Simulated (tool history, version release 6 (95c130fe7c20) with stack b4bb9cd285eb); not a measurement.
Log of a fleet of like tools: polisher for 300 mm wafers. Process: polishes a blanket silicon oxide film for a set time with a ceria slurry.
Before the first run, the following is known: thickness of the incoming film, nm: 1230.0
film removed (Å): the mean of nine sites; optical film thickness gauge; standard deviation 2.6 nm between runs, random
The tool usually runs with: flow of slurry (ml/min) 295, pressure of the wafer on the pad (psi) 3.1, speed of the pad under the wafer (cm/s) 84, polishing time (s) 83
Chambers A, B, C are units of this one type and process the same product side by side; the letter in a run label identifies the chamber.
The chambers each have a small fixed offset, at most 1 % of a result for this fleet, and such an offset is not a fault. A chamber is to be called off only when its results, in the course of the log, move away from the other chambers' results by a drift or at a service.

run	hour	flow of slurry (ml/min)	pressure of the wafer on the pad (psi)	speed of the pad under the wafer (cm/s)	polishing time (s)	wafers polished on this pad	hours since the slurry nozzle was cleaned	hours since the head pressure was calibrated	film removed (Å)
1C	5.6	295	3.1	84	83	675	395.9	586.6	2897.2
2B	15	295	3.1	84	83	1180	586.4	417.6	2929.7
3A	21.1	295	3.1	84	83	469	202.4	705.3	2935.2
4B	25.6	295	3.1	84	83	1309	597	428.2	2869.7
5C	32.4	260	3.1	104	83	1001	422.7	613.4	3552.1
6A	40.6	260	3.1	104	83	707	221.9	724.8	3622.4
# hour 45.9: chamber B: worn pad replaced by a new one
7C	46.5	260	3.1	104	83	1173	436.8	627.5	3584.8
8B	53.3	295	3.1	62	83	90	624.7	455.9	2152.2
9A	61	295	3.1	62	83	955	242.3	745.2	2225.5
10C	69.2	295	3.1	62	83	1449	459.5	650.2	2165.2
11B	76	295	3.1	84	83	366	647.4	478.6	2935.1
12A	82.1	295	3.1	84	83	1212	263.4	766.3	2995.8
13C	92.2	355	3.1	84	100	1729	482.5	673.2	3569.9
14A	98.8	355	3.1	84	100	1415	280.1	783	3624.2
15B	106	355	3.1	84	100	731	677.4	508.6	3586.5
# hour 108.4: chamber A: worn pad replaced by a new one
16A	113.5	295	3.1	84	83	63	294.8	797.7	2940.1
17B	123.4	295	3.1	84	83	943	694.8	526	2914.1
18C	129.1	295	3.1	84	83	2178	519.4	710.1	2920.6
19C	133.8	295	3.1	84	83	2235	524.1	714.8	2876.5
20A	140.2	295	3.1	84	83	388	321.5	824.4	2983.9
21B	144.7	195	3.5	84	83	1202	716.1	547.3	3171.1
22B	154.2	195	3.5	84	83	1318	725.6	556.8	3187.6
23C	159	195	3.5	84	83	2542	549.3	740	3083.8
# hour 166: chamber B: worn pad replaced by a new one
24A	168.5	295	3.1	84	83	732	349.8	852.7	3006.7
# hour 170.5: chamber A: head pressure recalibrated
25B	176.9	295	3.1	84	83	133	748.3	579.5	2952.1
26C	181.8	295	3.1	84	83	2819	572.1	762.8	2812
27A	187.1	295	3.1	84	83	958	368.4	16.7	2951.7
28C	193	295	3.1	84	83	2956	583.3	774	2851.9
# hour 197.9: chamber A: slurry nozzle cleaned
29A	198	295	3.1	84	83	1091	0.2	27.6	2941.5
30B	206.7	295	3.1	84	83	496	778.1	609.3	2957.9
31B	216	295	3.1	84	83	609	787.4	618.6	2945.2
32C	225.8	295	3.1	84	83	3355	616.1	806.8	2776.3
33A	231.2	295	3.1	104	83	1495	33.4	60.8	3691
# hour 232.5: chamber A: worn pad replaced by a new one
34C	239	295	3.1	104	83	3516	629.3	820	3416
35B	245.6	295	3.1	104	83	969	817	648.2	3627.4
# hour 246.7: chamber C: slurry nozzle cleaned
36A	253.4	295	3.1	84	83	255	55.6	83	2952
37C	261.8	295	3.1	84	83	3793	15.2	842.8	2773.3

Is one chamber off against the others, does the gauge drift, or is nothing wrong? If a chamber is off, say which, and what the likeliest cause is.

Little by little, chamber C moves away from the other chambers.
Cause: removal rate lost through wear of the pad, % = 6.28.
With only this log, it may be confused with: head's pressure below its setpoint, %.

Chamber C could run next with any of the 4 candidate recipes listed below; each alters the usual settings, and their results appear as question marks. Which one brings its results back in line with what the other chambers deliver on the usual settings?
To be in line, a result may differ from the other chambers' mean on the usual settings by at most: film removed (Å) 92
38C-1	269.2	295	3.1	86	83				?
38C-2	269.2	295	3.1	84	82				?
38C-3	269.2	295	3.1	78	83				?
38C-4	269.2	295	3.2	86	85				?

Average result of the remaining chambers running the usual settings: film removed (Å) 2955
run	film removed (Å)
38C-1	2826.3
38C-2	2728.3
38C-3	2567.3
38C-4	2988.2
The right change is 38C-4: it brings the chamber back within the allowed miss of the others.
